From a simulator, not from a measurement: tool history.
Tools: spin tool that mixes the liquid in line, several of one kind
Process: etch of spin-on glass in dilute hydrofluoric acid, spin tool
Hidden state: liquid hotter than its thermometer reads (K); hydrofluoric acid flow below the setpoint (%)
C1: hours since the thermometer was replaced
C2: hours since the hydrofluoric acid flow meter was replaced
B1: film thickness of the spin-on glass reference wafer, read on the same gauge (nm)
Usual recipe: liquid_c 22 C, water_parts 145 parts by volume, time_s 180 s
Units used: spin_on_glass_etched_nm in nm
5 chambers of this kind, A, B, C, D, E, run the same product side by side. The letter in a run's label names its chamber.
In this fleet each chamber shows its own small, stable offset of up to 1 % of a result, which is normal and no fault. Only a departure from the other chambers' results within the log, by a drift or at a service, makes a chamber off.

{"run": "1B", "hour": 6.5, "liquid_c": 22, "water_parts": 145, "time_s": 180, "C1": 2179.9, "C2": 607.7, "B1": 49.997, "spin_on_glass_etched_nm": 31.642}
{"run": "2A", "hour": 19.5, "liquid_c": 22, "water_parts": 145, "time_s": 180, "C1": 1074.8, "C2": 237.9, "B1": 50.01, "spin_on_glass_etched_nm": 31.979}
{"run": "3C", "hour": 32.7, "liquid_c": 22, "water_parts": 145, "time_s": 180, "C1": 503.7, "C2": 1443.9, "B1": 49.988, "spin_on_glass_etched_nm": 31.699}
{"run": "4D", "hour": 41.7, "liquid_c": 22, "water_parts": 145, "time_s": 180, "C1": 147.7, "C2": 560.3, "B1": 49.975, "spin_on_glass_etched_nm": 31.982}
{"run": "5E", "hour": 51.6, "liquid_c": 22, "water_parts": 145, "time_s": 180, "C1": 468, "C2": 604.6, "B1": 50.006, "spin_on_glass_etched_nm": 31.574}
{"run": "6D", "hour": 58.7, "liquid_c": 22, "water_parts": 145, "time_s": 180, "C1": 164.7, "C2": 577.3, "B1": 49.992, "spin_on_glass_etched_nm": 31.723}
{"run": "7E", "hour": 65.1, "liquid_c": 22, "water_parts": 145, "time_s": 180, "C1": 481.5, "C2": 618.1, "B1": 49.982, "spin_on_glass_etched_nm": 31.572}
{"hour": 66.6, "done": "chamber D: hydrofluoric acid flow meter replaced"}
{"run": "8B", "hour": 72.6, "liquid_c": 22, "water_parts": 115, "time_s": 110, "C1": 2246, "C2": 673.8, "B1": 49.986, "spin_on_glass_etched_nm": 24.734}
{"run": "9A", "hour": 83.7, "liquid_c": 22, "water_parts": 115, "time_s": 110, "C1": 1139, "C2": 302.1, "B1": 50.002, "spin_on_glass_etched_nm": 25.325}
{"run": "10C", "hour": 97.2, "liquid_c": 22, "water_parts": 115, "time_s": 110, "C1": 568.2, "C2": 1508.4, "B1": 49.976, "spin_on_glass_etched_nm": 24.938}
{"run": "11C", "hour": 105.2, "liquid_c": 22, "water_parts": 115, "time_s": 110, "C1": 576.2, "C2": 1516.4, "B1": 49.977, "spin_on_glass_etched_nm": 25.21}
{"hour": 116.4, "done": "chamber B: hydrofluoric acid flow meter replaced"}
{"run": "12E", "hour": 118.5, "liquid_c": 22, "water_parts": 115, "time_s": 110, "C1": 534.9, "C2": 671.5, "B1": 50.009, "spin_on_glass_etched_nm": 25.3}
{"run": "13D", "hour": 132.1, "liquid_c": 27, "water_parts": 145, "time_s": 180, "C1": 238.1, "C2": 65.6, "B1": 50, "spin_on_glass_etched_nm": 38.476}
{"run": "14A", "hour": 142.8, "liquid_c": 27, "water_parts": 145, "time_s": 180, "C1": 1198.1, "C2": 361.2, "B1": 49.988, "spin_on_glass_etched_nm": 39.002}
{"run": "15B", "hour": 155.4, "liquid_c": 27, "water_parts": 145, "time_s": 180, "C1": 2328.8, "C2": 39, "B1": 49.985, "spin_on_glass_etched_nm": 38.059}
{"run": "16C", "hour": 162.9, "liquid_c": 27, "water_parts": 145, "time_s": 180, "C1": 633.9, "C2": 1574.1, "B1": 50.018, "spin_on_glass_etched_nm": 38.793}
{"run": "17B", "hour": 177.2, "liquid_c": 27, "water_parts": 145, "time_s": 180, "C1": 2350.6, "C2": 60.8, "B1": 50.002, "spin_on_glass_etched_nm": 38.246}
{"run": "18A", "hour": 187.7, "liquid_c": 22, "water_parts": 145, "time_s": 180, "C1": 1243, "C2": 406.1, "B1": 49.987, "spin_on_glass_etched_nm": 31.496}
{"run": "19E", "hour": 195.9, "liquid_c": 22, "water_parts": 145, "time_s": 85, "C1": 612.3, "C2": 748.9, "B1": 49.979, "spin_on_glass_etched_nm": 14.839}
{"run": "20D", "hour": 205.0, "liquid_c": 22, "water_parts": 145, "time_s": 85, "C1": 311, "C2": 138.5, "B1": 49.995, "spin_on_glass_etched_nm": 14.921}
{"run": "21E", "hour": 216.2, "liquid_c": 22, "water_parts": 145, "time_s": 85, "C1": 632.6, "C2": 769.2, "B1": 49.982, "spin_on_glass_etched_nm": 14.96}
{"run": "22A", "hour": 223.1, "liquid_c": 22, "water_parts": 145, "time_s": 85, "C1": 1278.4, "C2": 441.5, "B1": 49.978, "spin_on_glass_etched_nm": 15.083}
{"run": "23C", "hour": 237.6, "liquid_c": 22, "water_parts": 145, "time_s": 85, "C1": 708.6, "C2": 1648.8, "B1": 50.03, "spin_on_glass_etched_nm": 15.417}
{"run": "24D", "hour": 245.8, "liquid_c": 22, "water_parts": 145, "time_s": 180, "C1": 351.8, "C2": 179.3, "B1": 49.969, "spin_on_glass_etched_nm": 31.486}
{"run": "25B", "hour": 255.9, "liquid_c": 22, "water_parts": 145, "time_s": 180, "C1": 2429.3, "C2": 139.5, "B1": 50.042, "spin_on_glass_etched_nm": 31.633}
{"run": "26E", "hour": 269.5, "liquid_c": 22, "water_parts": 145, "time_s": 180, "C1": 685.9, "C2": 822.5, "B1": 49.977, "spin_on_glass_etched_nm": 31.558}
{"run": "27A", "hour": 282.5, "liquid_c": 22, "water_parts": 145, "time_s": 180, "C1": 1337.8, "C2": 500.9, "B1": 49.977, "spin_on_glass_etched_nm": 32.106}
{"run": "28B", "hour": 289.1, "liquid_c": 22, "water_parts": 145, "time_s": 180, "C1": 2462.5, "C2": 172.7, "B1": 50.005, "spin_on_glass_etched_nm": 31.721}
{"run": "29C", "hour": 301.0, "liquid_c": 22, "water_parts": 145, "time_s": 180, "C1": 772, "C2": 1712.2, "B1": 50.01, "spin_on_glass_etched_nm": 33.276}
{"run": "30D", "hour": 309.4, "liquid_c": 22, "water_parts": 145, "time_s": 180, "C1": 415.4, "C2": 242.9, "B1": 49.967, "spin_on_glass_etched_nm": 31.289}
{"hour": 320.9, "done": "chamber C: hydrofluoric acid flow meter replaced"}
{"run": "31D", "hour": 323.8, "liquid_c": 22, "water_parts": 205, "time_s": 180, "C1": 429.8, "C2": 257.3, "B1": 49.993, "spin_on_glass_etched_nm": 21.065}
{"run": "32A", "hour": 335.0, "liquid_c": 22, "water_parts": 205, "time_s": 180, "C1": 1390.3, "C2": 553.4, "B1": 50, "spin_on_glass_etched_nm": 20.986}
{"run": "33C", "hour": 348.1, "liquid_c": 22, "water_parts": 205, "time_s": 180, "C1": 819.1, "C2": 27.3, "B1": 50.006, "spin_on_glass_etched_nm": 22.584}
{"run": "34E", "hour": 360.8, "liquid_c": 22, "water_parts": 205, "time_s": 180, "C1": 777.2, "C2": 913.8, "B1": 50.006, "spin_on_glass_etched_nm": 20.963}

Does one chamber stand apart from the rest, does the shared gauge drift, or is all well apart from small per-chamber offsets? Give the chamber and the most likely cause, where there is one.

Little by little, chamber C moves away from the other chambers.
Most likely cause: liquid hotter than its thermometer reads (K) = 2.09.

Here are 4 candidates for chamber C's next run, each the usual settings with a change, their results left as question marks. Which one brings its results back in line with what the others give on the usual settings?
Allowed miss from the other chambers' usual-settings mean, per result, to count as in line: spin_on_glass_etched_nm 0.69 nm
{"run": "35C-1", "hour": 371.1, "liquid_c": 22, "water_parts": 145, "time_s": 175, "spin_on_glass_etched_nm": "?"}
{"run": "35C-2", "hour": 371.1, "liquid_c": 22, "water_parts": 150, "time_s": 175, "spin_on_glass_etched_nm": "?"}
{"run": "35C-3", "hour": 371.1, "liquid_c": 22, "water_parts": 140, "time_s": 185, "spin_on_glass_etched_nm": "?"}
{"run": "35C-4", "hour": 371.1, "liquid_c": 22, "water_parts": 145, "time_s": 185, "spin_on_glass_etched_nm": "?"}

Average result of the remaining chambers running the usual settings: spin_on_glass_etched_nm 31.742 nm
run=35C-1 spin_on_glass_etched_nm=33.14
run=35C-2 spin_on_glass_etched_nm=31.857
run=35C-3 spin_on_glass_etched_nm=36.486
run=35C-4 spin_on_glass_etched_nm=35.034
35C-2 is the one that brings the chamber's results back in line with the other chambers.

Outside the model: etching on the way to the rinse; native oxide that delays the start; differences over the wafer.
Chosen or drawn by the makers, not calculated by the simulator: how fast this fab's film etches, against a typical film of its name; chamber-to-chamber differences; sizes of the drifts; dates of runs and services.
